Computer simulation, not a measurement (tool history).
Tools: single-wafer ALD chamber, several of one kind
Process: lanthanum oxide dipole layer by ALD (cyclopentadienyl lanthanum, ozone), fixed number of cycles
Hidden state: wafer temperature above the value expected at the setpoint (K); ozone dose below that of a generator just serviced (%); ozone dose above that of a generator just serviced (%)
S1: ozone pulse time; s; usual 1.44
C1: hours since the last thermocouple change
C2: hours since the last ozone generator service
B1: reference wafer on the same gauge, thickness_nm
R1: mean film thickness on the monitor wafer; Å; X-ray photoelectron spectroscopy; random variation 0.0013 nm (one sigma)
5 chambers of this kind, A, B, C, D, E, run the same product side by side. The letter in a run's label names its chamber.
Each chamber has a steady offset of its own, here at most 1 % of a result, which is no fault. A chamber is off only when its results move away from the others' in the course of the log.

{"run": "1B", "hour": 4.1, "S1": 1.44, "C1": 1894.5, "C2": 1054.7, "B1": 0.60508, "R1": 5.4579}
{"run": "2C", "hour": 9.4, "S1": 1.44, "C1": 1555.6, "C2": 690.4, "B1": 0.60454, "R1": 5.4304}
{"hour": 12.5, "done": "chamber D: ozone generator serviced"}
{"run": "3A", "hour": 13.6, "S1": 1.44, "C1": 158.3, "C2": 303.8, "B1": 0.60518, "R1": 5.4347}
{"run": "4D", "hour": 17.8, "S1": 1.44, "C1": 1728.6, "C2": 5.4, "B1": 0.60502, "R1": 5.4802}
{"run": "5E", "hour": 23.8, "S1": 1.44, "C1": 1659.9, "C2": 173.1, "B1": 0.6052, "R1": 5.4879}
{"run": "6C", "hour": 28.0, "S1": 1.44, "C1": 1574.2, "C2": 709, "B1": 0.60499, "R1": 5.4035}
{"run": "7A", "hour": 33.3, "S1": 1.67, "C1": 178, "C2": 323.5, "B1": 0.60541, "R1": 5.5276}
{"run": "8D", "hour": 37.0, "S1": 1.67, "C1": 1747.8, "C2": 24.6, "B1": 0.60463, "R1": 5.6059}
{"run": "9B", "hour": 39.7, "S1": 1.67, "C1": 1930.1, "C2": 1090.3, "B1": 0.60518, "R1": 5.5696}
{"run": "10E", "hour": 43.1, "S1": 1.67, "C1": 1679.2, "C2": 192.4, "B1": 0.60478, "R1": 5.6047}
{"run": "11C", "hour": 49.2, "S1": 1.67, "C1": 1595.4, "C2": 730.2, "B1": 0.60511, "R1": 5.5427}
{"run": "12D", "hour": 53.1, "S1": 0.91, "C1": 1763.9, "C2": 40.7, "B1": 0.60493, "R1": 4.8525}
{"run": "13E", "hour": 56.3, "S1": 0.91, "C1": 1692.4, "C2": 205.6, "B1": 0.60476, "R1": 4.901}
{"run": "14B", "hour": 62.1, "S1": 0.91, "C1": 1952.5, "C2": 1112.7, "B1": 0.60475, "R1": 4.8128}
{"run": "15A", "hour": 67.5, "S1": 0.91, "C1": 212.2, "C2": 357.7, "B1": 0.60542, "R1": 4.7547}
{"run": "16B", "hour": 71.4, "S1": 0.91, "C1": 1961.8, "C2": 1122, "B1": 0.60452, "R1": 4.8513}
{"run": "17A", "hour": 76.2, "S1": 1.44, "C1": 220.9, "C2": 366.4, "B1": 0.60476, "R1": 5.3671}
{"run": "18E", "hour": 80.7, "S1": 1.44, "C1": 1716.8, "C2": 230, "B1": 0.60516, "R1": 5.5071}
{"run": "19D", "hour": 85.7, "S1": 1.44, "C1": 1796.5, "C2": 73.3, "B1": 0.60498, "R1": 5.5015}
{"run": "20C", "hour": 90.2, "S1": 1.44, "C1": 1636.4, "C2": 771.2, "B1": 0.60476, "R1": 5.4363}
{"run": "21A", "hour": 96.4, "S1": 1.44, "C1": 241.1, "C2": 386.6, "B1": 0.60544, "R1": 5.3863}
{"run": "22E", "hour": 99.9, "S1": 1.44, "C1": 1736, "C2": 249.2, "B1": 0.60463, "R1": 5.4785}
{"run": "23C", "hour": 104.3, "S1": 1.44, "C1": 1650.5, "C2": 785.3, "B1": 0.60463, "R1": 5.4353}
{"run": "24D", "hour": 108.3, "S1": 1.44, "C1": 1819.1, "C2": 95.9, "B1": 0.60542, "R1": 5.508}
{"run": "25B", "hour": 114.2, "S1": 1.25, "C1": 2004.6, "C2": 1164.8, "B1": 0.60533, "R1": 5.2964}
{"run": "26B", "hour": 118.1, "S1": 1.25, "C1": 2008.5, "C2": 1168.7, "B1": 0.60461, "R1": 5.315}
{"run": "27D", "hour": 122.4, "S1": 1.25, "C1": 1833.2, "C2": 110, "B1": 0.60489, "R1": 5.3062}
{"run": "28A", "hour": 125.6, "S1": 1.25, "C1": 270.3, "C2": 415.8, "B1": 0.60506, "R1": 5.1761}
{"run": "29E", "hour": 128.6, "S1": 1.25, "C1": 1764.7, "C2": 277.9, "B1": 0.60502, "R1": 5.3539}
{"run": "30C", "hour": 134.2, "S1": 1.44, "C1": 1680.4, "C2": 815.2, "B1": 0.60525, "R1": 5.4097}
{"hour": 136.7, "done": "chamber B: ozone generator serviced"}
{"run": "31E", "hour": 137.1, "S1": 1.44, "C1": 1773.2, "C2": 286.4, "B1": 0.6049, "R1": 5.4752}
{"run": "32A", "hour": 142.8, "S1": 1.44, "C1": 287.5, "C2": 433, "B1": 0.60479, "R1": 5.335}
{"run": "33B", "hour": 145.6, "S1": 1.44, "C1": 2036, "C2": 9, "B1": 0.60475, "R1": 5.4412}

What goes on in this fleet: one chamber off, a drifting gauge, or nothing beyond the chambers' own small offsets? Name the chamber and the cause, if any.

Chamber A drifts away from the others.
Cause: ozone dose below that of a generator just serviced (%) = 9.33.

Here are 4 candidates for chamber A's next run, each the usual settings with a change, their results left as question marks. Which one brings its results back in line with what the others give on the usual settings?
In line means no further than this from the other chambers' mean on the usual settings: R1 0.047 Å
{"run": "34A-1", "hour": 150.1, "S1": 1.18, "R1": "?"}
{"run": "34A-2", "hour": 150.1, "S1": 1.29, "R1": "?"}
{"run": "34A-3", "hour": 150.1, "S1": 1.99, "R1": "?"}
{"run": "34A-4", "hour": 150.1, "S1": 1.65, "R1": "?"}

The other chambers' mean on the usual settings: R1 5.4625 Å
run=34A-1 R1=5.0637
run=34A-2 R1=5.1866
run=34A-3 R1=5.5861
run=34A-4 R1=5.4532
34A-4 brings the chamber back in line.

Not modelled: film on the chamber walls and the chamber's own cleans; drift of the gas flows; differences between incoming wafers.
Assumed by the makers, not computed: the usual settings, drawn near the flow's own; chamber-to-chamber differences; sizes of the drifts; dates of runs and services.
